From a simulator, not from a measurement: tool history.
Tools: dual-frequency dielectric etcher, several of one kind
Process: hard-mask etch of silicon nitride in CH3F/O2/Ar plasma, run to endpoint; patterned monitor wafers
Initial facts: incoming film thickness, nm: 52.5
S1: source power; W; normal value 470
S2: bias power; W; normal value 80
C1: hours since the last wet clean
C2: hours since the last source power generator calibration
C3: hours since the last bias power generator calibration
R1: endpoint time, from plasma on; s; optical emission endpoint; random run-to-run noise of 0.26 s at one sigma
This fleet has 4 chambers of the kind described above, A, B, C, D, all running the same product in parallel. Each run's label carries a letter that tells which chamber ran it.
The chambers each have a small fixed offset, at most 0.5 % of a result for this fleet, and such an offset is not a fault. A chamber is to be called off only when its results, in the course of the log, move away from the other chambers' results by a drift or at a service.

| run | hour | S1 | S2 | C1 | C2 | C3 | R1 |
|---|---|---|---|---|---|---|---|
| 1C | 12.4 | 470 | 80 | 46.3 | 678.6 | 1506.9 | 68.808 |
| 2A | 23.2 | 470 | 80 | 319.1 | 1618 | 52 | 69.05 |
| 3B | 34.9 | 470 | 80 | 271.9 | 1194.2 | 3095 | 68.929 |
| 4D | 46.2 | 470 | 80 | 222.7 | 1748.4 | 3014.9 | 68.813 |
| 5C | 57 | 560 | 80 | 90.9 | 723.2 | 1551.5 | 64.588 |
| 6A | 63.9 | 560 | 80 | 359.8 | 1658.7 | 92.7 | 64.759 |
| 7D | 76.2 | 560 | 80 | 252.7 | 1778.4 | 3044.9 | 63.847 |
| 8B | 86.2 | 560 | 80 | 323.2 | 1245.5 | 3146.3 | 64.333 |
| 9D | 96.5 | 470 | 80 | 273 | 1798.7 | 3065.2 | 69.012 |
| 10B | 107.5 | 470 | 80 | 344.5 | 1266.8 | 3167.6 | 68.474 |
| 11A | 119.5 | 470 | 80 | 415.4 | 1714.3 | 148.3 | 68.836 |
| 12C | 130.7 | 410 | 73 | 164.6 | 796.9 | 1625.2 | 74.63 |
|  | 134.9 | chamber B: wet clean of the chamber |
| 13D | 137.3 | 410 | 73 | 313.8 | 1839.5 | 3106 | 74.651 |
| 14C | 143.4 | 410 | 73 | 177.3 | 809.6 | 1637.9 | 75.514 |
| 15A | 152.3 | 410 | 73 | 448.2 | 1747.1 | 181.1 | 74.825 |
| 16B | 158.7 | 470 | 80 | 23.9 | 1318 | 3218.8 | 68.442 |
| 17B | 170.2 | 470 | 80 | 35.4 | 1329.5 | 3230.3 | 69.398 |
| 18D | 182.3 | 470 | 80 | 358.8 | 1884.5 | 3151 | 68.687 |
| 19A | 191.1 | 470 | 80 | 487 | 1785.9 | 219.9 | 68.491 |
| 20C | 199.8 | 470 | 80 | 233.7 | 866 | 1694.3 | 69.563 |
| 21C | 208.3 | 470 | 80 | 242.2 | 874.5 | 1702.8 | 69.125 |
| 22D | 219 | 470 | 80 | 395.5 | 1921.2 | 3187.7 | 68.302 |
| 23A | 228.7 | 470 | 80 | 524.6 | 1823.5 | 257.5 | 68.567 |
| 24B | 238.4 | 470 | 80 | 103.6 | 1397.7 | 3298.5 | 69.205 |
| 25D | 245.5 | 470 | 80 | 422 | 1947.7 | 3214.2 | 68.624 |
| 26A | 253.1 | 470 | 80 | 549 | 1847.9 | 281.9 | 68.945 |
|  | 259.7 | chamber D: source power generator calibrated |
| 27C | 263.8 | 470 | 80 | 297.7 | 930 | 1758.3 | 69.465 |
|  | 269.5 | chamber D: wet clean of the chamber |
| 28B | 277 | 470 | 80 | 142.2 | 1436.3 | 3337.1 | 68.443 |
| 29C | 287.3 | 470 | 80 | 321.2 | 953.5 | 1781.8 | 69.303 |
| 30A | 295.4 | 470 | 80 | 591.3 | 1890.2 | 324.2 | 69.105 |
| 31B | 307.1 | 470 | 80 | 172.3 | 1466.4 | 3367.2 | 68.446 |
| 32D | 318.6 | 470 | 80 | 49.1 | 58.9 | 3287.3 | 69.367 |
| 33A | 326.9 | 470 | 70 | 622.8 | 1921.7 | 355.7 | 71.881 |
|  | 332.9 | chamber A: wet clean of the chamber |
| 34B | 336.6 | 470 | 70 | 201.8 | 1495.9 | 3396.7 | 72.619 |
|  | 341.5 | chamber D: bias power generator calibrated |
| 35C | 348.5 | 470 | 70 | 382.4 | 1014.7 | 1843 | 72.48 |
| 36D | 360.3 | 470 | 70 | 90.8 | 100.6 | 18.9 | 71.911 |
| 37A | 367.7 | 470 | 80 | 34.9 | 1962.5 | 396.5 | 69.51 |
| 38D | 374.6 | 470 | 80 | 105.1 | 114.9 | 33.2 | 68.773 |

Does one chamber stand apart from the rest, does the shared gauge drift, or is all well apart from small per-chamber offsets? Give the chamber and the most likely cause, where there is one.

No chamber is off and the gauge is stable; the differences are just each chamber's small, constant offset.
